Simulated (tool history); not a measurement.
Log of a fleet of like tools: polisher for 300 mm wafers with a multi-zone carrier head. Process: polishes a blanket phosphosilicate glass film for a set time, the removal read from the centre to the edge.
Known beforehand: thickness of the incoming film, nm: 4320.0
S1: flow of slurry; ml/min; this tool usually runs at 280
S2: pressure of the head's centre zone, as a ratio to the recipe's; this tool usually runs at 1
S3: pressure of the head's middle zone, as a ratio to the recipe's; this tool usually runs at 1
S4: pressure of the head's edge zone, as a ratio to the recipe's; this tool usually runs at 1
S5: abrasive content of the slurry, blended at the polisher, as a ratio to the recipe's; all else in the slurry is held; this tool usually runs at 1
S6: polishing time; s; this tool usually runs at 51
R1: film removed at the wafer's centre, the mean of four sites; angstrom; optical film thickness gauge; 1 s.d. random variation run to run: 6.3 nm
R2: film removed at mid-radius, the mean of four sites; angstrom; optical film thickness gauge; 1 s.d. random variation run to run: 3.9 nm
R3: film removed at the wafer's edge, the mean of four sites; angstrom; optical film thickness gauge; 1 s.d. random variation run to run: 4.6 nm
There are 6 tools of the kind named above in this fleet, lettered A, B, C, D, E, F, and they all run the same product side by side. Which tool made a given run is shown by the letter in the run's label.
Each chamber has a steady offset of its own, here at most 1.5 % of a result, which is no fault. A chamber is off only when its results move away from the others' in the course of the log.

run 1A hour=5.5 | S1=280 S2=1 S3=1 S4=1 S5=1 S6=51 | R1=5992.4 R2=5922.7 R3=5982.9
run 2F hour=11.8 | S1=280 S2=1 S3=1 S4=1 S5=1 S6=51 | R1=6077.8 R2=5920.3 R3=6012.9
run 3C hour=16.2 | S1=280 S2=1 S3=1 S4=1 S5=1 S6=51 | R1=5891 R2=5911.4 R3=5922.4
run 4B hour=23.2 | S1=280 S2=1 S3=1 S4=1 S5=1 S6=51 | R1=5955.3 R2=5979.9 R3=5877.3
run 5E hour=28.3 | S1=280 S2=1 S3=1 S4=1 S5=1 S6=51 | R1=6047.2 R2=5957 R3=5976.6
run 6D hour=32.9 | S1=280 S2=1 S3=1 S4=1 S5=1 S6=51 | R1=6048 R2=6058.3 R3=5957
-- hour=35.1 chamber B: slurry nozzle cleaned
run 7D hour=36.8 | S1=235 S2=1 S3=1 S4=0.94 S5=1 S6=51 | R1=5790.1 R2=5984.3 R3=5660.8
-- hour=37 chamber E: worn pad replaced by a new one
-- hour=41.2 chamber F: worn pad replaced by a new one
run 8B hour=42.1 | S1=235 S2=1 S3=1 S4=0.94 S5=1 S6=51 | R1=5815.6 R2=5847.9 R3=5656.3
run 9A hour=45.2 | S1=235 S2=1 S3=1 S4=0.94 S5=1 S6=51 | R1=5821.5 R2=5832.3 R3=5763
-- hour=50.5 chamber A: worn pad replaced by a new one
run 10C hour=50.6 | S1=235 S2=1 S3=1 S4=0.94 S5=1 S6=51 | R1=5807.8 R2=5828.8 R3=5678
-- hour=53.2 chamber B: worn pad replaced by a new one
run 11F hour=57.4 | S1=235 S2=1 S3=1 S4=0.94 S5=1 S6=51 | R1=5810.4 R2=5829.7 R3=5682.7
-- hour=58 chamber D: worn pad replaced by a new one
run 12E hour=60.7 | S1=235 S2=1 S3=1 S4=0.94 S5=1 S6=51 | R1=5857.9 R2=5792.7 R3=5779
run 13B hour=65.3 | S1=280 S2=1 S3=1 S4=1 S5=1 S6=51 | R1=6111.2 R2=5956.9 R3=6014.5
run 14C hour=71.6 | S1=280 S2=1 S3=1 S4=1 S5=1 S6=51 | R1=5894.5 R2=5919 R3=5975.3
run 15F hour=74.8 | S1=280 S2=1 S3=1.11 S4=1 S5=0.8 S6=51 | R1=5337.2 R2=5872.5 R3=5307.7
run 16A hour=81.9 | S1=280 S2=1 S3=1.11 S4=1 S5=0.8 S6=51 | R1=5328.2 R2=6011.2 R3=5322.9
run 17D hour=86.7 | S1=280 S2=1 S3=1.11 S4=1 S5=0.8 S6=51 | R1=5349.6 R2=5885.7 R3=5292.9
run 18E hour=90.3 | S1=280 S2=1 S3=1.11 S4=1 S5=0.8 S6=51 | R1=5521.2 R2=5749.9 R3=5432.1
-- hour=93.3 chamber C: worn pad replaced by a new one
run 19F hour=94.7 | S1=280 S2=1 S3=1.11 S4=1 S5=0.8 S6=51 | R1=5354.4 R2=5866.3 R3=5251.4
run 20D hour=98.7 | S1=280 S2=1 S3=1.11 S4=1 S5=0.8 S6=51 | R1=5313.3 R2=6012.9 R3=5383.2
run 21C hour=106 | S1=280 S2=1 S3=1 S4=1 S5=1 S6=51 | R1=5909.6 R2=5882.6 R3=5888.9
run 22A hour=110.3 | S1=280 S2=1 S3=1 S4=1 S5=1 S6=51 | R1=6060.6 R2=6046.1 R3=5894.3
-- hour=111.2 chamber E: worn pad replaced by a new one
run 23B hour=113.9 | S1=280 S2=1 S3=1 S4=1 S5=1 S6=51 | R1=6089.6 R2=5989.9 R3=5967.4
run 24E hour=119.8 | S1=280 S2=1 S3=1 S4=1 S5=1 S6=51 | R1=6012 R2=5956.6 R3=5953.1
-- hour=121.4 chamber D: worn pad replaced by a new one
run 25D hour=123.4 | S1=280 S2=1 S3=1 S4=1 S5=1 S6=51 | R1=6035.8 R2=5998.3 R3=5864.9
-- hour=124.2 chamber B: worn pad replaced by a new one
run 26B hour=126.8 | S1=280 S2=1 S3=1 S4=1 S5=1 S6=51 | R1=5982.4 R2=6029.1 R3=5979.9
run 27E hour=132.3 | S1=280 S2=1 S3=1 S4=1 S5=1 S6=51 | R1=5932.8 R2=5909.7 R3=5988.3
run 28F hour=137.1 | S1=280 S2=1 S3=1 S4=1 S5=1 S6=51 | R1=6080.6 R2=5906.6 R3=5929.1
-- hour=141.9 chamber A: worn pad replaced by a new one
run 29A hour=142.7 | S1=280 S2=1 S3=1 S4=1 S5=1 S6=51 | R1=5848.2 R2=6033.2 R3=6001.9
run 30C hour=149.6 | S1=280 S2=1 S3=1 S4=1 S5=1 S6=51 | R1=5653.7 R2=5880.5 R3=5941.7
run 31A hour=155.5 | S1=280 S2=1 S3=1 S4=1 S5=1 S6=51 | R1=5994.8 R2=6034.5 R3=5974.5
-- hour=156.3 chamber F: worn pad replaced by a new one
run 32B hour=161.1 | S1=280 S2=1 S3=1 S4=1 S5=1 S6=51 | R1=5940.3 R2=5988.1 R3=5969.9
run 33F hour=167.7 | S1=280 S2=1 S3=1.04 S4=1 S5=1 S6=51 | R1=6041.8 R2=6176.4 R3=5939.8
run 34C hour=171.8 | S1=280 S2=1 S3=1.04 S4=1 S5=1 S6=51 | R1=5465 R2=6106.2 R3=5872.6
run 35E hour=178.6 | S1=280 S2=1 S3=1.04 S4=1 S5=1 S6=51 | R1=5994.3 R2=6141 R3=6041.8
run 36D hour=184.4 | S1=280 S2=1 S3=1.04 S4=1 S5=1 S6=51 | R1=5958.1 R2=6226.2 R3=5912.1
-- hour=187.8 chamber E: worn pad replaced by a new one
run 37B hour=190.7 | S1=280 S2=1 S3=1.04 S4=1 S5=1 S6=51 | R1=5913.5 R2=6266.7 R3=5976.6
run 38A hour=197 | S1=280 S2=1 S3=1.04 S4=1 S5=1 S6=51 | R1=5956 R2=6251.6 R3=5891.1
-- hour=197.5 chamber C: worn pad replaced by a new one
-- hour=202.5 chamber C: edge zone pressure recalibrated
run 39F hour=202.7 | S1=280 S2=1 S3=1 S4=1 S5=1 S6=51 | R1=5988.3 R2=5950.3 R3=5988.1
run 40C hour=207.6 | S1=280 S2=1 S3=1 S4=1 S5=1 S6=51 | R1=5350.3 R2=6009.7 R3=5848.7
run 41E hour=211.9 | S1=280 S2=1 S3=1 S4=1 S5=1 S6=51 | R1=6046.9 R2=5934.9 R3=5966.8

One chamber off, gauge drift, or nothing amiss beyond the chambers' own small offsets? If it is a chamber, which one, and what is the likeliest cause?

It is chamber C that slowly wanders off from its peers.
Likeliest cause: centre zone's pressure below its setpoint, % = 8.97.

Below are 4 candidate recipes for chamber C's next run, each the usual settings with a change, their results shown as question marks. Which of them brings C's results back in line with what the other chambers give on the usual settings?
In line means no further than this from the other chambers' mean on the usual settings: R1 220 angstrom; R2 140 angstrom; R3 160 angstrom
run 42C-1 hour=217.1 | S1=275 S2=0.92 S3=1.02 S4=1.03 S5=1 S6=50 | R1=? R2=? R3=?
run 42C-2 hour=217.1 | S1=275 S2=0.97 S3=1 S4=1.01 S5=1 S6=51 | R1=? R2=? R3=?
run 42C-3 hour=217.1 | S1=285 S2=1.04 S3=1 S4=0.99 S5=1 S6=51 | R1=? R2=? R3=?
run 42C-4 hour=217.1 | S1=285 S2=1.08 S3=0.98 S4=0.97 S5=1 S6=52 | R1=? R2=? R3=?

Average result of the remaining chambers running the usual settings: R1 5983.1 angstrom; R2 5968.1 angstrom; R3 5959.8 angstrom
run=42C-1 R1=4750.4 R2=5895.2 R3=5865.6
run=42C-2 R1=5140.2 R2=5904.2 R3=5922.5
run=42C-3 R1=5577.9 R2=5925.1 R3=5877.3
run=42C-4 R1=5928.4 R2=5930.2 R3=5930.5
The answer is 42C-4, which returns the chamber to within the allowed miss of the others.
